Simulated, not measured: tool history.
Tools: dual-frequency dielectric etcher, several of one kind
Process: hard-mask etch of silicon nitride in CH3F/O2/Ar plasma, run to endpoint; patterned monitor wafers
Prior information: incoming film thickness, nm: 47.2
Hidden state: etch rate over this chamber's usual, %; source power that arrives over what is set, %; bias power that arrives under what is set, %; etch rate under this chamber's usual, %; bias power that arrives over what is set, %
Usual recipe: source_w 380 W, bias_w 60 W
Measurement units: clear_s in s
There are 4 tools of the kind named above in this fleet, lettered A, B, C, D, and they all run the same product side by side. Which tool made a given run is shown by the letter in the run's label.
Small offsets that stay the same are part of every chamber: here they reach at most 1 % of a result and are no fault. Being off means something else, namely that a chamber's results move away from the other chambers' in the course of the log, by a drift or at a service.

run	hour	source_w	bias_w	hours since the last wet clean	hours since the last source power generator calibration	hours since the last bias power generator calibration	clear_s
1C	4.4	380	60	172.9	1290.8	1149.7	74.484
2D	7.1	380	60	245.5	38.5	532.2	74.386
3A	12.0	380	60	17.8	1165.2	3317.9	74.417
4B	15.8	380	60	16.3	4418.3	1340.3	73.846
5B	20.8	380	60	21.3	4423.3	1345.3	74.148
6C	23.6	340	68	192.1	1310.0	1168.9	75.280
7A	28.0	340	68	33.8	1181.2	3333.9	73.825
8D	31.5	340	68	269.9	62.9	556.6	73.786
9B	35.1	340	68	35.6	4437.6	1359.6	74.182
10C	39.4	380	60	207.9	1325.8	1184.7	75.618
11D	41.9	380	60	280.3	73.3	567.0	73.419
12A	46.8	380	60	52.6	1200.0	3352.7	74.407
13B	49.5	380	60	50.0	4452.0	1374.0	74.092
14D	52.2	380	60	290.6	83.6	577.3	73.565
15A	57.0	380	60	62.8	1210.2	3362.9	73.909
16C	61.6	380	60	230.1	1348.0	1206.9	73.722
17D	64.6	380	67	303.0	96.0	589.7	72.362
18C	69.5	380	67	238.0	1355.9	1214.8	71.605
19A	71.8	380	67	77.6	1225.0	3377.7	71.362
20B	74.1	380	67	74.6	4476.6	1398.6	70.845
21C	76.7	460	70	245.2	1363.1	1222.0	65.717
22D	79.4	460	70	317.8	110.8	604.5	65.569
23B	82.3	460	70	82.8	4484.8	1406.8	65.480
24A	85.7	460	70	91.5	1238.9	3391.6	65.336
25A	90.8	380	60	96.6	1244.0	3396.7	74.186
26C	95.3	380	60	263.8	1381.7	1240.6	74.931
27D	99.7	380	50	338.1	131.1	624.8	78.235
28B	104.3	380	50	104.8	4506.8	1428.8	79.197
29B	107.4	380	50	107.9	4509.9	1431.9	77.878
30C	111.8	380	50	280.3	1398.2	1257.1	79.922
31A	115.0	380	60	120.8	1268.2	3420.9	74.986
32D	117.8	380	60	356.2	149.2	642.9	74.356
33D	120.7	380	60	359.1	152.1	645.8	74.164
34B	125.6	380	60	126.1	4528.1	1450.1	73.874
35A	129.5	380	60	135.3	1282.7	3435.4	73.915
36C	133.3	380	60	301.8	1419.7	1278.6	74.905
37D	138.5	380	60	376.9	169.9	663.6	73.049
38C	141.7	380	60	310.2	1428.1	1287.0	75.073
39A	144.3	380	60	150.1	1297.5	3450.2	74.250
40B	146.7	380	60	147.2	4549.2	1471.2	73.672
41C	151.1	380	60	319.6	1437.5	1296.4	74.952
42B	153.5	380	60	154.0	4556.0	1478.0	74.964
43A	156.2	450	54	162.0	1309.4	3462.1	72.227
44D	158.8	450	54	397.2	190.2	683.9	70.921

All chambers now run identical settings, listed one chamber a line with results as question marks. What results will each chamber show?
45A	162.6	380	60				?
45B	162.6	380	60				?
45C	162.6	380	60				?
45D	162.6	380	60				?

run	clear_s
45A	74.094
45B	73.557
45C	74.280
45D	73.955

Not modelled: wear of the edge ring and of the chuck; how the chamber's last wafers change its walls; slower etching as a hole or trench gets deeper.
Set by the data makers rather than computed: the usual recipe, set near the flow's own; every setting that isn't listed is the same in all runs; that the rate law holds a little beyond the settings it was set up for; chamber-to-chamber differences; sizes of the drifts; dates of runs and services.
